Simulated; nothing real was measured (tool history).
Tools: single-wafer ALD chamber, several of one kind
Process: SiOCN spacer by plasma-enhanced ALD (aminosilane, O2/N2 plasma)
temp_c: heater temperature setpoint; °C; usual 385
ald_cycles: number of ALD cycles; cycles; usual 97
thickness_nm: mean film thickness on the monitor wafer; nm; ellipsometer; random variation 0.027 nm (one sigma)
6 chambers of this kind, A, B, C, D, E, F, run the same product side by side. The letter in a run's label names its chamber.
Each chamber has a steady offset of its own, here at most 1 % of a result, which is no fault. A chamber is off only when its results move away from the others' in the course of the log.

run,hour,temp_c,ald_cycles,"read-back reference wafer on the same gauge, thickness_nm",thickness_nm
1E,9,385,97,5.0238,5.8074
2B,18,385,97,5.0262,5.8529
3C,25.9,385,97,5.0298,5.8573
4D,32.6,385,97,5.0272,5.7892
5F,42.8,385,97,5.0338,5.7952
6A,48.7,385,97,5.0333,5.8964
7F,59,385,97,5.0311,5.791
8A,66.4,385,97,5.032,5.8683
9B,71.9,385,97,5.0344,5.8233
10D,81.4,385,97,5.0291,5.7735
11E,89.9,385,97,5.032,5.8339
12C,97.7,385,97,5.0286,5.8463
13B,108,385,97,5.0327,5.8817
14C,118.5,385,97,5.0273,5.8177
15A,130.5,373,80,5.0262,4.8493
16E,137.4,373,80,5.0256,4.7743
17F,146.7,373,80,5.0331,4.8182
18D,152.3,373,80,5.03,4.7538
19A,158.9,373,80,5.02,4.8561
20D,167.2,373,80,5.0288,4.7977
21E,177,385,97,5.0308,5.8171
22B,185.3,393,114,5.0272,6.8139
23F,194.6,393,114,5.0276,6.8234
24C,205.5,393,114,5.0342,6.9231
25C,215.2,393,114,5.0331,6.8786
26F,221.6,393,114,5.0228,6.8334
27E,229.5,393,114,5.0311,6.9214
28D,241.4,385,97,5.0332,5.8175
29A,247.7,385,97,5.0325,5.9085
30B,253.1,385,97,5.0308,5.8237
31B,258.5,395,97,5.0298,5.8807
32F,268,395,97,5.0317,5.8058
33A,274,395,97,5.0274,5.8965
34C,281.2,395,97,5.0317,5.8608
35E,292.5,395,97,5.0358,5.8349
36D,302.9,395,97,5.0248,5.8148
37D,313.5,385,88,5.0278,5.2331
38B,320.7,385,88,5.0294,5.3112
39F,326.6,385,88,5.0293,5.2888
40C,337.2,385,88,5.0314,5.3061
41A,346.8,385,88,5.0326,5.3554

Next, every chamber runs the same settings. What will each give?
42A,355.4,385,97,,?
42B,355.4,385,97,,?
42C,355.4,385,97,,?
42D,355.4,385,97,,?
42E,355.4,385,97,,?
42F,355.4,385,97,,?

run,thickness_nm
42A,5.9069
42B,5.8665
42C,5.8611
42D,5.807
42E,5.8394
42F,5.8465
